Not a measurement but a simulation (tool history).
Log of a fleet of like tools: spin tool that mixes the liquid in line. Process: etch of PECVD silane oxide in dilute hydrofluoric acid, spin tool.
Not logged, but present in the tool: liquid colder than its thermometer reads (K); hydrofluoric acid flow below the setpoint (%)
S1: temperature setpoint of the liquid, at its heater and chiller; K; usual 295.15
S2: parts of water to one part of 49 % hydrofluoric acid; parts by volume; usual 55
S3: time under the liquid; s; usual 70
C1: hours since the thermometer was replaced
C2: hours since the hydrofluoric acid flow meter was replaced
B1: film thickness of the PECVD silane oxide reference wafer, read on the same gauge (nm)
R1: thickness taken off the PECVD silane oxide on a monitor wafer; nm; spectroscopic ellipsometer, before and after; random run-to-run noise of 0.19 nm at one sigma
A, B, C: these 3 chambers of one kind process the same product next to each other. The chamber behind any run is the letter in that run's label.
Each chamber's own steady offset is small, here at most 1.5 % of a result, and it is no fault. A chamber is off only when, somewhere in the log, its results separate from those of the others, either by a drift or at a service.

run   hour      S1  S2   S3      C1      C2      B1      R1
 1C    8.4  295.15  55   70  1332.3     799  140.03  23.185
 2A   17.7  295.15  55   70   296.4  1993.6  140.01  23.863
 3B   25.7  295.15  55   70     352   629.3     140  23.288
 4A   34.8  295.15  55   70   313.5  2010.7  139.97  23.953
 5B   41.5  295.15  55   70   367.8   645.1     140  23.165
      42.4  -- chamber C: hydrofluoric acid flow meter replaced
 6C   48.4  295.15  55   70  1372.3     6.1  139.98  23.266
 7B   53.9  295.15  55   70   380.2   657.5  139.98  22.781
 8A   58.7  295.15  55   70   337.4  2034.6     140  23.748
 9C     65  297.15  55   70  1388.9    22.7  140.04  25.113
10C   74.8  297.15  55   70  1398.7    32.5     140  25.477
11B   84.3  297.15  55   70   410.6   687.9  140.04   24.54
12A   89.3  291.65  55  105     368  2065.2  140.05  30.641
13B   93.9  291.65  55  105   420.2   697.5  140.03  29.469
14A   98.3  291.65  55  105     377  2074.2  139.99  30.791
15C    104  295.15  55   70  1427.9    61.7  140.04  23.872
16C  109.2  295.15  55   70  1433.1    66.9  140.02  23.475
17A  118.7  295.15  55   70   397.4  2094.6  139.99  23.444
18B  125.2  295.15  30   90   451.5   728.8  140.01  55.181
19C  134.7  295.15  30   90  1458.6    92.4  140.01  58.126
20A    144  295.15  30   90   422.7  2119.9  139.99  56.474
21B  153.3  295.15  55   70   479.6   756.9  139.98  21.962
22A  162.9  295.15  55   70   441.6  2138.8  140.01  23.732
23B  169.1  295.15  55   70   495.4   772.7  139.98  21.612
24C  175.5  295.15  55   70  1499.4   133.2     140  23.401
25B  182.8  295.15  55   70   509.1   786.4     140  22.136
26C  187.5  295.15  55   70  1511.4   145.2     140  23.237

Read the log: is a single chamber off, either drifting away or since a service, is the gauge that measures every chamber drifting, or is nothing wrong beyond small per-chamber offsets? Name any odd chamber and what most likely caused it.

Chamber B drifts away from the others.
Cause: liquid colder than its thermometer reads (K) = 1.66.
The log might look much the same if the cause were instead: hydrofluoric acid flow below the setpoint (%).

Which of the 4 candidates below, each the usual settings with something changed and its results left as question marks, puts chamber B back in line with what the other chambers give on the usual settings?
A result is in line if it is within this distance of the other chambers' mean on the usual settings: R1 0.68 nm
27B-1  194.8  294.65  55  70               ?
27B-2  194.8  295.15  55  75               ?
27B-3  194.8  295.15  55  65               ?
27B-4  194.8  295.65  55  70               ?

Usual-settings mean across the other chambers: R1 23.51 nm
  run      R1
27B-1  21.294
27B-2  23.302
27B-3  20.195
27B-4  22.221
Change 27B-2 lands the chamber within the allowed miss of the other chambers.
